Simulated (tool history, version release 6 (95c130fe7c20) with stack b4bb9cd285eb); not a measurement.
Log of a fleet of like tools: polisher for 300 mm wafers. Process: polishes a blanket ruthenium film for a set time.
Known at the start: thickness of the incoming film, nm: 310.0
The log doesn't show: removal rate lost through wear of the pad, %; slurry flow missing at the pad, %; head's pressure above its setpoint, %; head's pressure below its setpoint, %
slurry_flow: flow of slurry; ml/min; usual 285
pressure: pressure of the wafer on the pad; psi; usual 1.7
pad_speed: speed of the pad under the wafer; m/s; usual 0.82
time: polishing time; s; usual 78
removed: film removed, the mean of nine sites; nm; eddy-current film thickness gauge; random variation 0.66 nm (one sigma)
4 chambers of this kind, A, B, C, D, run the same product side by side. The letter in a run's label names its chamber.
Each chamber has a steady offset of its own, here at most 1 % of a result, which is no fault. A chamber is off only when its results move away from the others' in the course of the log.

run	day	slurry_flow	pressure	pad_speed	time	wafers polished on this pad	hours since the slurry nozzle was cleaned	hours since the head pressure was calibrated	removed
1A	0.508	285	1.7	0.82	78	906	366.0	605.3	56.647
2C	1.067	285	1.7	0.82	78	387	539.4	411.7	56.230
3D	1.383	285	1.7	0.82	78	373	183.3	325.2	56.104
# day 1.567: chamber A: slurry nozzle cleaned
# day 1.896: chamber B: slurry nozzle cleaned
4B	1.925	285	1.7	0.82	78	1173	0.7	384.1	55.421
5C	2.400	285	1.7	0.82	78	632	571.4	443.7	56.167
# day 2.592: chamber C: worn pad replaced by a new one
# day 2.667: chamber C: slurry nozzle cleaned
6A	2.750	285	1.7	0.96	78	1318	28.4	659.1	64.315
# day 3.288: chamber D: worn pad replaced by a new one
7B	3.358	285	1.7	0.96	78	1436	35.1	418.5	65.607
# day 3.450: chamber B: worn pad replaced by a new one
8D	3.679	285	1.7	0.96	78	72	238.4	380.3	66.288
9C	4.129	285	1.7	0.96	78	282	35.1	485.2	66.266
10B	4.608	285	1.7	0.82	87	213	65.1	448.5	61.214
11D	5.025	285	1.7	0.82	87	319	270.7	412.6	63.000
12A	5.588	285	1.7	0.82	87	1839	96.5	727.2	60.433
# day 5.621: chamber C: worn pad replaced by a new one
13A	6.117	285	1.7	0.82	87	1936	109.2	739.9	58.933
14D	6.483	285	1.7	0.82	78	587	305.7	447.6	56.056
15C	6.796	285	1.7	0.82	78	215	99.1	549.2	56.831
# day 6.846: chamber D: worn pad replaced by a new one
16B	7.188	285	1.7	0.82	78	687	127.0	510.4	55.934
17B	7.683	285	1.7	0.82	78	778	138.9	522.3	55.418
18A	8.350	285	1.7	0.82	78	2347	162.8	793.5	52.498
19C	8.742	285	1.7	0.82	78	573	145.8	595.9	55.932
# day 9.033: chamber D: head pressure recalibrated
# day 9.067: chamber C: worn pad replaced by a new one
20D	9.142	285	1.7	0.82	78	422	369.5	2.6	55.895
21B	9.758	285	1.7	0.82	78	1159	188.7	572.1	55.799
# day 9.971: chamber B: worn pad replaced by a new one
22C	10.329	285	1.7	0.82	78	232	183.9	634.0	56.598
# day 10.458: chamber D: worn pad replaced by a new one
23A	10.729	285	1.7	0.82	78	2784	219.9	850.6	50.647
24D	11.100	285	1.7	0.82	78	117	416.5	49.6	55.621
25D	11.546	285	1.7	0.82	78	199	427.2	60.3	56.470
26B	12.042	285	1.7	0.82	78	381	243.5	626.9	54.791

Next, every chamber runs the same settings. What will each give?
27A	12.533	285	1.7	0.82	78				?
27B	12.533	285	1.7	0.82	78				?
27C	12.533	285	1.7	0.82	78				?
27D	12.533	285	1.7	0.82	78				?

run	removed
27A	49.725
27B	55.731
27C	57.508
27D	56.226

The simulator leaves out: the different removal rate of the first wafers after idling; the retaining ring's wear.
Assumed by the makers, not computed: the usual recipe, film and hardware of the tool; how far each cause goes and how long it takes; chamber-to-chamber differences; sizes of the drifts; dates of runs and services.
